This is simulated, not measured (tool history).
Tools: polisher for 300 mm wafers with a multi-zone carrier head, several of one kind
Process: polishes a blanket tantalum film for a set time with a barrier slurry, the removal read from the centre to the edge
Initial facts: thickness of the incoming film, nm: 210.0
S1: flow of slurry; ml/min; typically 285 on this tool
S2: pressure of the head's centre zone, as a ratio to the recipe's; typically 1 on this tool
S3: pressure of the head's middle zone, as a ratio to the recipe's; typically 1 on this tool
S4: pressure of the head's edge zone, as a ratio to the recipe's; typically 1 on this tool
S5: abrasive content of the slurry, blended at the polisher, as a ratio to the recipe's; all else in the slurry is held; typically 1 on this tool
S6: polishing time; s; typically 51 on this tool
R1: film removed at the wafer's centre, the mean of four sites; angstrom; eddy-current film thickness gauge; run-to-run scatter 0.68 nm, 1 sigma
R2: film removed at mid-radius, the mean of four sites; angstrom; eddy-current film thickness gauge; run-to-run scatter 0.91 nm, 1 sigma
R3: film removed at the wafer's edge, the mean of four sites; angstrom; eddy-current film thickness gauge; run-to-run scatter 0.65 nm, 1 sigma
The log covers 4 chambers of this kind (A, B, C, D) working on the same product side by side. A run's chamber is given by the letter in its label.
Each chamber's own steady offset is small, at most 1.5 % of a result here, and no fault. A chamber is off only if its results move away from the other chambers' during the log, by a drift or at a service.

run	hour	S1	S2	S3	S4	S5	S6	R1	R2	R3
1D	5.4	285	1	1	1	1	51	618.83	607.55	620.4
2B	12.3	285	1	1	1	1	51	613.1	621.71	621.07
3A	17.4	285	1	1	1	1	51	624.57	611.34	619.71
# hour 26: chamber B: worn pad replaced by a new one
4C	26.1	285	1	1	1	1	51	609.2	617.21	614.15
# hour 33.3: chamber C: worn pad replaced by a new one
5C	34	285	1.11	1.05	1	1	51	694.06	643.75	608.63
6D	42	285	1.11	1.05	1	1	51	683.08	654.07	614.91
# hour 45: chamber D: worn pad replaced by a new one
7B	49.8	285	1.11	1.05	1	1	51	698.19	635.85	608.56
8A	56.2	285	1.11	1.05	1	1	51	694.96	671.32	623.81
9D	60	285	1	1	1	1	51	608.34	607.95	624.25
10B	65.4	285	1	1	1	1	51	622.24	592.7	623.15
11A	72.9	285	1	1	1	1	51	622.94	631.68	623.25
12C	78.4	285	1	1	1	1	51	625.41	635.16	617.04
13A	83.8	285	1	1	1	1	51	623.05	616.12	610.23
14D	89.3	285	1	1	1	1	51	612.03	615.32	610.75
# hour 91.2: chamber B: centre zone pressure recalibrated
# hour 92.6: chamber C: slurry nozzle cleaned
# hour 93.7: chamber A: worn pad replaced by a new one
15C	94.2	285	1	1	1	1	51	627.98	619.28	614.78
# hour 96.9: chamber C: worn pad replaced by a new one
16B	102.9	285	1	1	1	1	51	617.12	613.06	609.3
17D	110	285	1	1	1	1	51	610.84	604.73	623.31
18A	118.2	285	1	1	1	1	51	617.1	612.37	622.01
# hour 122.8: chamber D: worn pad replaced by a new one
19B	123.7	285	1	1	1	1	51	610.1	624.06	619.19
20C	130.8	285	1	1	1	1	51	622.61	622.15	618.37
# hour 138.5: chamber B: worn pad replaced by a new one
21C	139	285	1	1	1	1	51	613.8	622.01	625.65
22B	145.4	285	1	1	1	1	51	619.98	617.37	621.15
# hour 151.5: chamber C: worn pad replaced by a new one
23A	153.5	285	1	1	1	1	51	616.28	625.99	616.56
24D	157.5	285	1	1	1	1	51	602.65	611.06	626.1
25C	162.6	285	1	1	1.05	1	51	611.88	603.14	635.68
26D	168.5	285	1	1	1.05	1	51	602.69	616.67	626.88
27A	176.1	285	1	1	1.05	1	51	623.84	629.44	637.31
28B	183.6	285	1	1	1.05	1	51	618.65	601.5	635.53
29C	191.1	285	1	1	1	1	51	614.63	613.34	624.42
30B	195.3	285	1	1	1	1	51	612.56	619.03	613.12
# hour 195.6: chamber A: worn pad replaced by a new one
# hour 199.1: chamber D: worn pad replaced by a new one
31A	201.5	285	1	1	1	1	51	615.86	628.76	601.89
32D	205.9	285	1	1	1	1	51	615.23	620.48	622.33
33A	214	285	1	1	1	1	51	632.87	609.93	624.71
34B	217.9	285	1	1	1	1	51	607.36	620.87	615.18
# hour 218.5: chamber C: worn pad replaced by a new one
35D	225.9	285	1	1	1	1	51	626.3	609.52	619.95
# hour 226.1: chamber B: worn pad replaced by a new one
# hour 231.5: chamber D: slurry nozzle cleaned
36C	233.5	285	1	1	1.1	1	51	613	620.89	646.41
37D	241.1	285	1	1	1.1	1	51	619.57	624.07	650.24
38C	248.4	285	1	1	1.1	1	51	610.63	630.55	657.63
39B	252.3	285	1	1	1.1	1	51	623.64	611.73	649.92

Next, every chamber runs the same settings. What will each give?
40A	258.5	285	1	1	1	1	51	?	?	?
40B	258.5	285	1	1	1	1	51	?	?	?
40C	258.5	285	1	1	1	1	51	?	?	?
40D	258.5	285	1	1	1	1	51	?	?	?

run	R1	R2	R3
40A	620.93	624.35	625.88
40B	623.05	616.37	621.12
40C	619.46	610.42	617.15
40D	616.65	620.39	620.27
